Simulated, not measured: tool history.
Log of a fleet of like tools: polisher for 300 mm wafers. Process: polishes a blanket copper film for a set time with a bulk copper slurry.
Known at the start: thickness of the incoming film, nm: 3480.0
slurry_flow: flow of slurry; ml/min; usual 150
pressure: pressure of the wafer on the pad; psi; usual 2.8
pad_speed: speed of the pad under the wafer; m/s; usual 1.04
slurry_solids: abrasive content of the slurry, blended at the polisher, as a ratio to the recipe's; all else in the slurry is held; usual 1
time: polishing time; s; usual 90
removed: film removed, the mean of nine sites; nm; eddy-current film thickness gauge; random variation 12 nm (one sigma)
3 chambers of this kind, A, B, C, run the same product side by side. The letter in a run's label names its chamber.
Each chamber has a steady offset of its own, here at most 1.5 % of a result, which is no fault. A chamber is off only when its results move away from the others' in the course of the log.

run   hour  slurry_flow  pressure  pad_speed  slurry_solids  time  wafers polished on this pad  hours since the slurry nozzle was cleaned  hours since the head pressure was calibrated  hours since the slurry blender was calibrated  removed
       1.2  -- chamber A: worn pad replaced by a new one
 1A    7.2          150       2.8       1.04              1    90                           49                                       98.9                                         368.6                                            161   876.38
      10.4  -- chamber B: worn pad replaced by a new one
 2B   21.9          150       2.8       1.04              1    90                           93                                      407.3                                           764                                            204   890.54
 3C   34.4          150       2.8       1.04              1    90                          696                                      149.2                                         466.1                                           49.8   881.85
 4B   42.3          150       2.8       1.04              1    90                          258                                      427.7                                         784.4                                          224.4   879.08
 5A   50.9          150       2.8       1.04              1    90                          403                                      142.6                                         412.3                                          204.7   887.02
      62.4  -- chamber C: worn pad replaced by a new one
 6C   62.8          150       2.8       1.04              1    90                            3                                      177.6                                         494.5                                           78.2   874.03
      67.2  -- chamber B: head pressure recalibrated
      76.3  -- chamber B: worn pad replaced by a new one
 7A   76.4          150       2.8       1.04              1    90                          609                                      168.1                                         437.8                                          230.2   871.03
 8C   88.1          150       2.8       1.04              1    90                          208                                      202.9                                         519.8                                          103.5   847.17
        98  -- chamber B: slurry blender recalibrated
 9B  103.1          150       2.8       1.04              1    90                          217                                      488.5                                            36                                            5.1   877.59
     109.4  -- chamber A: slurry blender recalibrated
     111.1  -- chamber A: worn pad replaced by a new one
10C  114.1          150       2.8       1.04              1    90                          419                                      228.9                                         545.8                                          129.5   869.62
11A  127.5          150       2.8       1.04              1    90                          133                                      219.2                                         488.9                                           18.2   880.14
12B  137.9          150       2.8       1.04              1    90                          499                                      523.3                                          70.8                                           39.9   880.45
     141.1  -- chamber B: worn pad replaced by a new one
13A  149.2          150       2.8       1.04              1    90                          309                                      240.9                                         510.6                                           39.9   867.12
     152.8  -- chamber C: slurry nozzle cleaned
14B  163.7          150       2.8       1.04              1    90                          183                                      549.1                                          96.6                                           65.7   906.03
15C  176.6          150       2.8       1.04              1    90                          925                                       23.8                                         608.3                                            192    848.2
16B  187.1          120       2.8       1.04           0.75    90                          373                                      572.5                                           120                                           89.1   819.19
     196.5  -- chamber C: worn pad replaced by a new one
17C  196.6          120       2.8       1.04           0.75    90                            0                                       43.8                                         628.3                                            212   740.46
18A  209.5          120       2.8       1.04           0.75    90                          797                                      301.2                                         570.9                                          100.2   783.79
     216.6  -- chamber B: worn pad replaced by a new one
19C  218.9          150       2.8       1.04            0.9    90                          181                                       66.1                                         650.6                                          234.3   816.95
     223.7  -- chamber A: slurry nozzle cleaned
20A  230.8          150       2.8       1.04            0.9    90                          970                                        7.2                                         592.2                                          121.5    861.4
     239.7  -- chamber A: worn pad replaced by a new one
21B  244.6          150       2.8       1.04            0.9    90                          226                                        630                                         177.5                                          146.6   858.15
22B  251.9          150       2.8       1.04              1    90                          286                                      637.3                                         184.8                                          153.9   865.85
23A  261.7          150       2.8       1.04              1    90                          178                                       38.1                                         623.1                                          152.4   880.49
24C  270.6          150       2.8       1.04              1    90                          600                                      117.8                                         702.3                                            286   803.94
25C  284.8          180       2.8       1.04           0.75    90                          715                                        132                                         716.5                                          300.2    786.4
26A  296.8          180       2.8       1.04           0.75    90                          463                                       73.2                                         658.2                                          187.5   842.79

Is one chamber off against the others, does the gauge drift, or is nothing wrong? If a chamber is off, say which, and what the likeliest cause is.

Chamber C drifts away from the others.
Cause: head's pressure below its setpoint, % = 9.38.
The log may not tell that from: abrasive missing from the slurry, %.

Here are 4 candidates for chamber C's next run, each the usual settings with a change, their results left as question marks. Which one brings its results back in line with what the others give on the usual settings?
In line means no further than this from the other chambers' mean on the usual settings: removed 42 nm
27C-1   308          150       2.9       1.08              1    93                                                                                                                                                                             ?
27C-2   308          150       2.8       1.04              1    76                                                                                                                                                                             ?
27C-3   308          150         3        1.1              1    95                                                                                                                                                                             ?
27C-4   308          115       2.8       1.04           0.75    90                                                                                                                                                                             ?

The other chambers' mean on the usual settings: removed 879.23 nm
  run  removed
27C-1   888.79
27C-2   675.07
27C-3   956.67
27C-4   714.05
27C-1 brings the chamber back in line.
